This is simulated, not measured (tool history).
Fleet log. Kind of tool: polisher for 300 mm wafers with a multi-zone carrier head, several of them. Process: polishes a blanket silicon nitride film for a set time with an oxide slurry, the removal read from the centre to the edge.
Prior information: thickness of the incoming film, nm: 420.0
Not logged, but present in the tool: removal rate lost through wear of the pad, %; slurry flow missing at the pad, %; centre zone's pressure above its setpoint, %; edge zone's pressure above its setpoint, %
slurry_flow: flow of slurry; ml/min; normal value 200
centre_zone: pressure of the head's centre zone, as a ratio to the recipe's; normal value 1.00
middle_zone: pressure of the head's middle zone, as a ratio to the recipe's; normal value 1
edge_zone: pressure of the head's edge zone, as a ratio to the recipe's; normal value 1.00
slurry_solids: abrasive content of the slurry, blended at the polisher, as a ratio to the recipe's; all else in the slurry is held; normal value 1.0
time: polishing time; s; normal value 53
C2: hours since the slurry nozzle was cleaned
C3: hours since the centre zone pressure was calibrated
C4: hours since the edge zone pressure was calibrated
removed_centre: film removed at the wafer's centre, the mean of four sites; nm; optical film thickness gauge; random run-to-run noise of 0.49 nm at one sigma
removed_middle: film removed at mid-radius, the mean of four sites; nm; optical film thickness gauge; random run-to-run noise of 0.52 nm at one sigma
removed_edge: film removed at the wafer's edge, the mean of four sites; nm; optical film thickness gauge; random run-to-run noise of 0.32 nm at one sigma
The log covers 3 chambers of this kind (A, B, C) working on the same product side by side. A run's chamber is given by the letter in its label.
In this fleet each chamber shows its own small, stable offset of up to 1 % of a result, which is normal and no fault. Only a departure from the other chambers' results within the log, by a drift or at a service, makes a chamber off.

run 1B day=0.146 | slurry_flow=200 centre_zone=1.00 middle_zone=1 edge_zone=1.00 slurry_solids=1.0 time=53 | wafers_polished_on_this_pad=193 C2=470.3 C3=226.7 C4=439.7 | removed_centre=38.952 removed_middle=38.089 removed_edge=38.261
run 2C day=0.379 | slurry_flow=200 centre_zone=1.00 middle_zone=1 edge_zone=1.00 slurry_solids=1.0 time=53 | wafers_polished_on_this_pad=297 C2=308.6 C3=246.3 C4=231.4 | removed_centre=38.450 removed_middle=38.034 removed_edge=38.486
run 3A day=0.608 | slurry_flow=200 centre_zone=1.00 middle_zone=1 edge_zone=1.00 slurry_solids=1.0 time=53 | wafers_polished_on_this_pad=435 C2=173.5 C3=61.5 C4=274.5 | removed_centre=38.516 removed_middle=37.601 removed_edge=37.851
run 4C day=0.812 | slurry_flow=200 centre_zone=1.00 middle_zone=1 edge_zone=1.00 slurry_solids=1.0 time=53 | wafers_polished_on_this_pad=367 C2=319.0 C3=256.7 C4=241.8 | removed_centre=38.065 removed_middle=37.866 removed_edge=37.948
run 5A day=0.988 | slurry_flow=200 centre_zone=1.00 middle_zone=1 edge_zone=1.00 slurry_solids=1.0 time=53 | wafers_polished_on_this_pad=496 C2=182.6 C3=70.6 C4=283.6 | removed_centre=37.882 removed_middle=38.844 removed_edge=38.341
run 6B day=1.246 | slurry_flow=200 centre_zone=1.00 middle_zone=1 edge_zone=1.00 slurry_solids=1.0 time=53 | wafers_polished_on_this_pad=371 C2=496.7 C3=253.1 C4=466.1 | removed_centre=38.872 removed_middle=38.553 removed_edge=38.414
run 7A day=1.408 | slurry_flow=200 centre_zone=1.00 middle_zone=1 edge_zone=0.96 slurry_solids=1.0 time=53 | wafers_polished_on_this_pad=564 C2=192.7 C3=80.7 C4=293.7 | removed_centre=37.756 removed_middle=37.733 removed_edge=37.393
run 8C day=1.542 | slurry_flow=200 centre_zone=1.00 middle_zone=1 edge_zone=0.96 slurry_solids=1.0 time=53 | wafers_polished_on_this_pad=485 C2=336.5 C3=274.2 C4=259.3 | removed_centre=37.301 removed_middle=37.667 removed_edge=37.954
run 9B day=1.775 | slurry_flow=200 centre_zone=1.00 middle_zone=1 edge_zone=0.96 slurry_solids=1.0 time=53 | wafers_polished_on_this_pad=457 C2=509.4 C3=265.8 C4=478.8 | removed_centre=38.367 removed_middle=39.078 removed_edge=37.618
run 10B day=1.996 | slurry_flow=200 centre_zone=1.00 middle_zone=1 edge_zone=1.00 slurry_solids=1.0 time=53 | wafers_polished_on_this_pad=492 C2=514.7 C3=271.1 C4=484.1 | removed_centre=39.389 removed_middle=38.478 removed_edge=38.238
run 11A day=2.208 | slurry_flow=200 centre_zone=1.00 middle_zone=1 edge_zone=1.00 slurry_solids=1.0 time=66 | wafers_polished_on_this_pad=694 C2=211.9 C3=99.9 C4=312.9 | removed_centre=46.255 removed_middle=46.061 removed_edge=47.053
run 12C day=2.371 | slurry_flow=200 centre_zone=1.00 middle_zone=1 edge_zone=1.00 slurry_solids=1.0 time=66 | wafers_polished_on_this_pad=620 C2=356.4 C3=294.1 C4=279.2 | removed_centre=47.284 removed_middle=48.803 removed_edge=47.551
run 13A day=2.571 | slurry_flow=200 centre_zone=1.00 middle_zone=1 edge_zone=1.00 slurry_solids=1.0 time=66 | wafers_polished_on_this_pad=752 C2=220.6 C3=108.6 C4=321.6 | removed_centre=46.283 removed_middle=47.010 removed_edge=45.718
run 14C day=2.712 | slurry_flow=200 centre_zone=1.00 middle_zone=1 edge_zone=1.00 slurry_solids=1.0 time=53 | wafers_polished_on_this_pad=675 C2=364.6 C3=302.3 C4=287.4 | removed_centre=38.411 removed_middle=38.559 removed_edge=38.649
-- day=2.775 chamber B: worn pad replaced by a new one
run 15B day=2.900 | slurry_flow=200 centre_zone=1.00 middle_zone=1 edge_zone=1.00 slurry_solids=1.0 time=53 | wafers_polished_on_this_pad=20 C2=536.4 C3=292.8 C4=505.8 | removed_centre=38.142 removed_middle=38.836 removed_edge=38.214
run 16B day=3.071 | slurry_flow=200 centre_zone=1.00 middle_zone=1 edge_zone=1.00 slurry_solids=1.0 time=53 | wafers_polished_on_this_pad=48 C2=540.5 C3=296.9 C4=509.9 | removed_centre=38.293 removed_middle=38.370 removed_edge=38.318
run 17C day=3.229 | slurry_flow=200 centre_zone=1.00 middle_zone=1 edge_zone=1.00 slurry_solids=1.0 time=53 | wafers_polished_on_this_pad=759 C2=377.0 C3=314.7 C4=299.8 | removed_centre=37.236 removed_middle=38.593 removed_edge=38.205
run 18A day=3.458 | slurry_flow=200 centre_zone=1.00 middle_zone=1 edge_zone=1.00 slurry_solids=1.0 time=53 | wafers_polished_on_this_pad=896 C2=241.9 C3=129.9 C4=342.9 | removed_centre=36.451 removed_middle=36.350 removed_edge=36.437
run 19B day=3.650 | slurry_flow=200 centre_zone=1.00 middle_zone=1 edge_zone=1.00 slurry_solids=1.0 time=53 | wafers_polished_on_this_pad=142 C2=554.4 C3=310.8 C4=523.8 | removed_centre=37.771 removed_middle=37.996 removed_edge=38.458
-- day=3.658 chamber A: slurry nozzle cleaned
run 20C day=3.854 | slurry_flow=200 centre_zone=0.95 middle_zone=1 edge_zone=1.00 slurry_solids=1.2 time=53 | wafers_polished_on_this_pad=860 C2=392.0 C3=329.7 C4=314.8 | removed_centre=38.164 removed_middle=41.541 removed_edge=41.715
run 21A day=3.983 | slurry_flow=200 centre_zone=0.95 middle_zone=1 edge_zone=1.00 slurry_solids=1.2 time=53 | wafers_polished_on_this_pad=981 C2=7.8 C3=142.5 C4=355.5 | removed_centre=36.952 removed_middle=37.729 removed_edge=37.730
run 22A day=4.154 | slurry_flow=200 centre_zone=0.95 middle_zone=1 edge_zone=1.00 slurry_solids=1.2 time=53 | wafers_polished_on_this_pad=1009 C2=11.9 C3=146.6 C4=359.6 | removed_centre=36.435 removed_middle=38.410 removed_edge=38.499
run 23B day=4.308 | slurry_flow=200 centre_zone=1.00 middle_zone=1 edge_zone=1.00 slurry_solids=1.0 time=53 | wafers_polished_on_this_pad=248 C2=570.2 C3=326.6 C4=539.6 | removed_centre=38.629 removed_middle=39.360 removed_edge=38.775
run 24C day=4.579 | slurry_flow=200 centre_zone=1.00 middle_zone=1 edge_zone=1.00 slurry_solids=1.0 time=53 | wafers_polished_on_this_pad=978 C2=409.4 C3=347.1 C4=332.2 | removed_centre=38.101 removed_middle=38.016 removed_edge=38.568
-- day=4.683 chamber C: worn pad replaced by a new one
run 25C day=4.796 | slurry_flow=155 centre_zone=1.00 middle_zone=1 edge_zone=1.00 slurry_solids=1.0 time=53 | wafers_polished_on_this_pad=18 C2=414.6 C3=352.3 C4=337.4 | removed_centre=36.468 removed_middle=37.169 removed_edge=37.184
run 26B day=4.996 | slurry_flow=155 centre_zone=1.00 middle_zone=1 edge_zone=1.00 slurry_solids=1.0 time=53 | wafers_polished_on_this_pad=360 C2=586.7 C3=343.1 C4=556.1 | removed_centre=36.276 removed_middle=36.540 removed_edge=37.778
run 27A day=5.162 | slurry_flow=155 centre_zone=1.00 middle_zone=1 edge_zone=1.00 slurry_solids=1.0 time=53 | wafers_polished_on_this_pad=1172 C2=36.1 C3=170.8 C4=383.8 | removed_centre=33.094 removed_middle=32.951 removed_edge=33.437
run 28C day=5.404 | slurry_flow=200 centre_zone=1.00 middle_zone=1 edge_zone=1.00 slurry_solids=1.0 time=53 | wafers_polished_on_this_pad=116 C2=429.2 C3=366.9 C4=352.0 | removed_centre=38.550 removed_middle=37.674 removed_edge=38.200
run 29B day=5.621 | slurry_flow=200 centre_zone=1.00 middle_zone=1 edge_zone=1.00 slurry_solids=1.0 time=53 | wafers_polished_on_this_pad=461 C2=601.7 C3=358.1 C4=571.1 | removed_centre=39.122 removed_middle=38.715 removed_edge=38.178
run 30A day=5.854 | slurry_flow=200 centre_zone=1.00 middle_zone=1 edge_zone=1.00 slurry_solids=1.0 time=53 | wafers_polished_on_this_pad=1284 C2=52.7 C3=187.4 C4=400.4 | removed_centre=34.122 removed_middle=33.563 removed_edge=33.856
-- day=5.875 chamber A: edge zone pressure recalibrated
run 31C day=6.096 | slurry_flow=200 centre_zone=1.00 middle_zone=1 edge_zone=1.07 slurry_solids=1.0 time=53 | wafers_polished_on_this_pad=228 C2=445.8 C3=383.5 C4=368.6 | removed_centre=37.310 removed_middle=37.943 removed_edge=40.008
run 32B day=6.292 | slurry_flow=200 centre_zone=1.00 middle_zone=1 edge_zone=1.07 slurry_solids=1.0 time=53 | wafers_polished_on_this_pad=570 C2=617.8 C3=374.2 C4=587.2 | removed_centre=38.274 removed_middle=38.135 removed_edge=39.975
run 33A day=6.429 | slurry_flow=200 centre_zone=1.00 middle_zone=1 edge_zone=1.07 slurry_solids=1.0 time=53 | wafers_polished_on_this_pad=1377 C2=66.5 C3=201.2 C4=13.4 | removed_centre=32.813 removed_middle=32.918 removed_edge=33.929

For the next run the whole fleet of 3 chambers uses the same settings. Give each chamber's results:
run 34A day=6.629 | slurry_flow=200 centre_zone=1.04 middle_zone=1 edge_zone=1.00 slurry_solids=1.0 time=53 | removed_centre=? removed_middle=? removed_edge=?
run 34B day=6.629 | slurry_flow=200 centre_zone=1.04 middle_zone=1 edge_zone=1.00 slurry_solids=1.0 time=53 | removed_centre=? removed_middle=? removed_edge=?
run 34C day=6.629 | slurry_flow=200 centre_zone=1.04 middle_zone=1 edge_zone=1.00 slurry_solids=1.0 time=53 | removed_centre=? removed_middle=? removed_edge=?

run=34A removed_centre=34.852 removed_middle=32.452 removed_edge=32.968
run=34B removed_centre=40.453 removed_middle=37.533 removed_edge=38.084
run=34C removed_centre=38.537 removed_middle=38.569 removed_edge=38.759

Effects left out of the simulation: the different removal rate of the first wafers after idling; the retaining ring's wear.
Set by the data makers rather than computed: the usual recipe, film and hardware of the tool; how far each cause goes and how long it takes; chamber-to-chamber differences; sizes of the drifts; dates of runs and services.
